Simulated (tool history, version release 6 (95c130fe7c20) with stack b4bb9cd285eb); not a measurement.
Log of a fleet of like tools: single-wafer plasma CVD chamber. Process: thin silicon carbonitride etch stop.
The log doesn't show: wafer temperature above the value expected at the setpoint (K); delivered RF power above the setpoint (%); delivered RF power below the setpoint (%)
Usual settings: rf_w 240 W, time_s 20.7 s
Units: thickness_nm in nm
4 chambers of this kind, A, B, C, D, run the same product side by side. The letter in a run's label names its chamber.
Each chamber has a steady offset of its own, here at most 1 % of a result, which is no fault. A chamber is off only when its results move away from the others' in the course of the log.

run,hour,rf_w,time_s,hours since the last thermocouple change,hours since the last RF generator calibration,"read-back reference wafer on the same gauge, thickness_nm",thickness_nm
1D,10.9,240,20.7,1179.2,919.4,11.191,12.491
2A,16.7,240,20.7,110.6,854.9,11.209,12.489
3B,26.9,240,20.7,386,347.7,11.19,12.401
# hour 34.3: chamber A: RF generator calibrated
4C,40.1,240,20.7,44,687.8,11.201,12.377
5B,51.4,240,20.7,410.5,372.2,11.199,12.318
6D,59,240,20.7,1227.3,967.5,11.204,12.403
7A,70,240,20.7,163.9,35.8,11.193,12.53
8C,76.5,240,20.7,80.4,724.2,11.185,12.409
9D,82.7,240,18.8,1251,991.2,11.202,11.237
10C,94.5,240,18.8,98.4,742.2,11.203,11.207
11A,107.6,240,18.8,201.5,73.4,11.207,11.282
12B,119.2,240,18.8,478.3,440,11.201,11.252
13D,125.1,240,20.7,1293.4,1033.6,11.19,12.371
14A,131.4,240,20.7,225.3,97.2,11.196,12.388
15C,139.6,240,20.7,143.5,787.3,11.195,12.272
16B,148.4,240,20.7,507.5,469.2,11.203,12.397
17B,155.8,240,20.7,514.9,476.6,11.195,12.443
18C,168.4,240,20.7,172.3,816.1,11.188,12.365
19A,179.1,240,20.7,273,144.9,11.195,12.437
20D,191.9,240,23.8,1360.2,1100.4,11.197,14.315
21A,202.5,240,23.8,296.4,168.3,11.185,14.287
22B,213.2,240,23.8,572.3,534,11.209,14.14
23D,221.8,240,23.8,1390.1,1130.3,11.202,14.367
24C,231.4,240,20.7,235.3,879.1,11.207,12.487
25C,241.8,240,20.7,245.7,889.5,11.196,12.379
26A,249.6,240,20.7,343.5,215.4,11.199,12.437
27D,256.5,240,20.7,1424.8,1165,11.195,12.395
28B,267.7,260,19.1,626.8,588.5,11.19,11.762
29A,280.4,260,19.1,374.3,246.2,11.217,11.8
30B,292,260,19.1,651.1,612.8,11.204,11.745
31C,304.9,260,19.1,308.8,952.6,11.206,11.671
32D,315.2,240,20.7,1483.5,1223.7,11.199,12.377

Next, every chamber runs the same settings. What will each give?
33A,324.7,205,20.7,,,,?
33B,324.7,205,20.7,,,,?
33C,324.7,205,20.7,,,,?
33D,324.7,205,20.7,,,,?

run,thickness_nm
33A,11.906
33B,11.826
33C,11.895
33D,11.857

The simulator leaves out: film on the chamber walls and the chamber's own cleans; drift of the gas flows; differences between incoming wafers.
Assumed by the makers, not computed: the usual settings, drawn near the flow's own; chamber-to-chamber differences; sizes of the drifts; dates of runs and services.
